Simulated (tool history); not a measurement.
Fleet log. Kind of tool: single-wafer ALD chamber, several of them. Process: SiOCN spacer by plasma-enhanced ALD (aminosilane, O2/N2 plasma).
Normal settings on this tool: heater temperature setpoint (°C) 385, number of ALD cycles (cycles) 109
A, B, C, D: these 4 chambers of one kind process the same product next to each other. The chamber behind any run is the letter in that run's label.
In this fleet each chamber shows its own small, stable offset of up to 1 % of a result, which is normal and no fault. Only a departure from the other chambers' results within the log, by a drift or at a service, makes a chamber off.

| run | day | heater temperature setpoint (°C) | number of ALD cycles (cycles) | read-back reference wafer on the same gauge, thickness_nm | mean film thickness on the monitor wafer (angstrom) |
|---|---|---|---|---|---|
| 1D | 0.258 | 385 | 109 | 6.4715 | 65.383 |
| 2A | 0.733 | 385 | 109 | 6.4700 | 65.398 |
| 3B | 1.067 | 385 | 109 | 6.4731 | 65.543 |
| 4C | 1.562 | 385 | 109 | 6.4754 | 65.452 |
| 5A | 1.808 | 385 | 109 | 6.4777 | 65.391 |
| 6D | 2.096 | 385 | 109 | 6.4786 | 65.247 |
| 7C | 2.462 | 385 | 109 | 6.4805 | 65.616 |
| 8B | 2.762 | 385 | 109 | 6.4792 | 65.765 |
| 9B | 3.042 | 385 | 109 | 6.4864 | 65.628 |
| 10D | 3.329 | 385 | 109 | 6.4828 | 65.326 |
| 11A | 3.683 | 385 | 109 | 6.4841 | 65.495 |
| 12C | 4.000 | 393 | 98 | 6.4894 | 59.154 |
| 13D | 4.450 | 393 | 98 | 6.4901 | 58.897 |
| 14B | 4.758 | 393 | 98 | 6.4911 | 59.034 |
| 15A | 5.158 | 393 | 98 | 6.4931 | 58.739 |
| 16C | 5.467 | 385 | 109 | 6.4947 | 65.466 |
| 17A | 5.979 | 385 | 109 | 6.4958 | 65.394 |
| 18C | 6.375 | 385 | 109 | 6.4986 | 65.503 |
| 19D | 6.621 | 385 | 109 | 6.4968 | 65.551 |
| 20B | 7.021 | 385 | 109 | 6.5008 | 65.886 |
| 21B | 7.371 | 385 | 109 | 6.5008 | 65.826 |
|  | 7.538 | chamber B: thermocouple changed; heater temperature recalibrated |
| 22D | 7.692 | 385 | 109 | 6.5050 | 65.627 |
| 23C | 8.004 | 385 | 128 | 6.5040 | 77.225 |
| 24A | 8.333 | 385 | 128 | 6.5083 | 77.019 |
| 25A | 8.692 | 385 | 128 | 6.5108 | 76.857 |
| 26D | 8.967 | 385 | 128 | 6.5116 | 77.251 |
| 27C | 9.321 | 385 | 109 | 6.5110 | 65.894 |
| 28B | 9.571 | 385 | 109 | 6.5115 | 65.732 |
| 29D | 9.888 | 385 | 109 | 6.5124 | 65.759 |

The same settings go to every chamber for the next run, one line per chamber below. Forecast the results for each:
| 30A | 10.258 | 385 | 109 |  | ? |
| 30B | 10.258 | 385 | 109 |  | ? |
| 30C | 10.258 | 385 | 109 |  | ? |
| 30D | 10.258 | 385 | 109 |  | ? |

| run | mean film thickness on the monitor wafer (angstrom) |
|---|---|
| 30A | 65.734 |
| 30B | 66.005 |
| 30C | 65.824 |
| 30D | 65.632 |
